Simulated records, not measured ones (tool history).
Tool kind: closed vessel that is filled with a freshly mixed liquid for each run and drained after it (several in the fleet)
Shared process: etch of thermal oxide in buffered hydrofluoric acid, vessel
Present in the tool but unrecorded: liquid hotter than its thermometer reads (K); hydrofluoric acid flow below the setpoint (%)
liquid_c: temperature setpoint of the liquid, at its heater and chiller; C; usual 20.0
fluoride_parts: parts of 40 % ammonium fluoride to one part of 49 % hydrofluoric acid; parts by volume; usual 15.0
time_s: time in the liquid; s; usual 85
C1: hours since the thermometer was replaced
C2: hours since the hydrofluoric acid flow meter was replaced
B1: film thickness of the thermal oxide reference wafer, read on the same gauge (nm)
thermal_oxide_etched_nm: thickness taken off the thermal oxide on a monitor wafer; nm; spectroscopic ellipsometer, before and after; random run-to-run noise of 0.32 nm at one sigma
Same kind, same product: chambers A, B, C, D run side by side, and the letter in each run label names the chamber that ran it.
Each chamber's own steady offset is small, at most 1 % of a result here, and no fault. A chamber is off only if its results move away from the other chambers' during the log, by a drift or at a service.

Run 1C, hour 3.2: usual settings; C1 1299.0; C2 426.8; B1 69.998. Result: thermal_oxide_etched_nm 50.239 nm.
Run 2A, hour 7.8: usual settings; C1 1946.7; C2 337.8; B1 69.989. Result: thermal_oxide_etched_nm 49.547 nm.
Run 3D, hour 11.8: usual settings; C1 578.6; C2 1044.6; B1 70.002. Result: thermal_oxide_etched_nm 49.499 nm.
Run 4B, hour 16.3: usual settings; C1 1881.2; C2 366.5; B1 69.985. Result: thermal_oxide_etched_nm 50.169 nm.
Run 5C, hour 20.9: usual settings but time_s 110 s; C1 1316.7; C2 444.5; B1 69.989. Result: thermal_oxide_etched_nm 65.173 nm.
Run 6B, hour 24.3: usual settings but time_s 110 s; C1 1889.2; C2 374.5; B1 70.012. Result: thermal_oxide_etched_nm 65.340 nm.
Run 7A, hour 27.9: usual settings but time_s 110 s; C1 1966.8; C2 357.9; B1 70.011. Result: thermal_oxide_etched_nm 64.719 nm.
At hour 32.8: chamber D: thermometer replaced.
Run 8D, hour 34.4: usual settings but time_s 110 s; C1 1.6; C2 1067.2; B1 69.989. Result: thermal_oxide_etched_nm 64.138 nm.
At hour 35.8: chamber B: thermometer replaced.
Run 9B, hour 40.6: usual settings but fluoride_parts 10.5 parts by volume; C1 4.9; C2 390.8; B1 69.975. Result: thermal_oxide_etched_nm 70.662 nm.
Run 10C, hour 45.8: usual settings but fluoride_parts 10.5 parts by volume; C1 1341.6; C2 469.4; B1 69.975. Result: thermal_oxide_etched_nm 70.842 nm.
Run 11D, hour 52.0: usual settings but fluoride_parts 10.5 parts by volume; C1 19.2; C2 1084.8; B1 69.984. Result: thermal_oxide_etched_nm 70.586 nm.
Run 12A, hour 57.4: usual settings but fluoride_parts 10.5 parts by volume; C1 1996.3; C2 387.4; B1 69.990. Result: thermal_oxide_etched_nm 70.970 nm.
Run 13C, hour 61.2: usual settings but time_s 120 s; C1 1357.0; C2 484.8; B1 69.997. Result: thermal_oxide_etched_nm 71.449 nm.
Run 14D, hour 67.7: usual settings but time_s 120 s; C1 34.9; C2 1100.5; B1 69.989. Result: thermal_oxide_etched_nm 69.982 nm.
Run 15B, hour 72.6: usual settings but time_s 120 s; C1 36.9; C2 422.8; B1 69.998. Result: thermal_oxide_etched_nm 71.560 nm.
Run 16A, hour 79.4: usual settings but time_s 120 s; C1 2018.3; C2 409.4; B1 70.003. Result: thermal_oxide_etched_nm 69.912 nm.
Run 17B, hour 85.5: usual settings but liquid_c 23.0 C, fluoride_parts 19.0 parts by volume; C1 49.8; C2 435.7; B1 69.988. Result: thermal_oxide_etched_nm 47.437 nm.
Run 18D, hour 89.9: usual settings but liquid_c 23.0 C, fluoride_parts 19.0 parts by volume; C1 57.1; C2 1122.7; B1 70.009. Result: thermal_oxide_etched_nm 46.197 nm.
Run 19A, hour 95.2: usual settings but liquid_c 23.0 C, fluoride_parts 19.0 parts by volume; C1 2034.1; C2 425.2; B1 70.007. Result: thermal_oxide_etched_nm 45.753 nm.
Run 20C, hour 102.0: usual settings but liquid_c 23.0 C, fluoride_parts 19.0 parts by volume; C1 1397.8; C2 525.6; B1 70.010. Result: thermal_oxide_etched_nm 46.632 nm.
Run 21D, hour 105.5: usual settings; C1 72.7; C2 1138.3; B1 69.988. Result: thermal_oxide_etched_nm 49.898 nm.
Run 22A, hour 112.2: usual settings; C1 2051.1; C2 442.2; B1 69.996. Result: thermal_oxide_etched_nm 48.410 nm.
Run 23C, hour 117.8: usual settings; C1 1413.6; C2 541.4; B1 70.001. Result: thermal_oxide_etched_nm 50.179 nm.
Run 24B, hour 123.0: usual settings; C1 87.3; C2 473.2; B1 70.005. Result: thermal_oxide_etched_nm 50.335 nm.
Run 25D, hour 126.3: usual settings; C1 93.5; C2 1159.1; B1 69.990. Result: thermal_oxide_etched_nm 50.216 nm.
Run 26A, hour 129.7: usual settings; C1 2068.6; C2 459.7; B1 70.018. Result: thermal_oxide_etched_nm 47.901 nm.
Run 27B, hour 135.4: usual settings but liquid_c 22.5 C; C1 99.7; C2 485.6; B1 70.002. Result: thermal_oxide_etched_nm 57.431 nm.
Run 28C, hour 142.0: usual settings but liquid_c 22.5 C; C1 1437.8; C2 565.6; B1 69.976. Result: thermal_oxide_etched_nm 57.368 nm.
Run 29D, hour 148.9: usual settings but liquid_c 22.5 C; C1 116.1; C2 1181.7; B1 70.012. Result: thermal_oxide_etched_nm 56.984 nm.
Run 30A, hour 154.2: usual settings but liquid_c 22.5 C; C1 2093.1; C2 484.2; B1 70.002. Result: thermal_oxide_etched_nm 54.488 nm.
Run 31B, hour 160.1: usual settings; C1 124.4; C2 510.3; B1 69.981. Result: thermal_oxide_etched_nm 50.902 nm.
Run 32C, hour 167.0: usual settings; C1 1462.8; C2 590.6; B1 70.010. Result: thermal_oxide_etched_nm 50.406 nm.
Run 33C, hour 172.1: usual settings; C1 1467.9; C2 595.7; B1 69.994. Result: thermal_oxide_etched_nm 50.383 nm.
Run 34A, hour 177.5: usual settings; C1 2116.4; C2 507.5; B1 69.998. Result: thermal_oxide_etched_nm 46.769 nm.
Run 35D, hour 183.4: usual settings; C1 150.6; C2 1216.2; B1 69.990. Result: thermal_oxide_etched_nm 49.419 nm.
Run 36B, hour 190.0: usual settings; C1 154.3; C2 540.2; B1 69.992. Result: thermal_oxide_etched_nm 50.603 nm.
Run 37A, hour 195.9: usual settings but time_s 55 s; C1 2134.8; C2 525.9; B1 69.988. Result: thermal_oxide_etched_nm 29.865 nm.
Run 38B, hour 201.2: usual settings but time_s 55 s; C1 165.5; C2 551.4; B1 70.008. Result: thermal_oxide_etched_nm 32.672 nm.
Run 39D, hour 205.3: usual settings but time_s 55 s; C1 172.5; C2 1238.1; B1 69.990. Result: thermal_oxide_etched_nm 32.038 nm.

The same settings go to every chamber for the next run, one line per chamber below. Forecast the results for each:
Run 40A, hour 210.5: usual settings. Result: thermal_oxide_etched_nm ?.
Run 40B, hour 210.5: usual settings. Result: thermal_oxide_etched_nm ?.
Run 40C, hour 210.5: usual settings. Result: thermal_oxide_etched_nm ?.
Run 40D, hour 210.5: usual settings. Result: thermal_oxide_etched_nm ?.

run  thermal_oxide_etched_nm
40A                   45.261
40B                   50.350
40C                   50.619
40D                   49.581
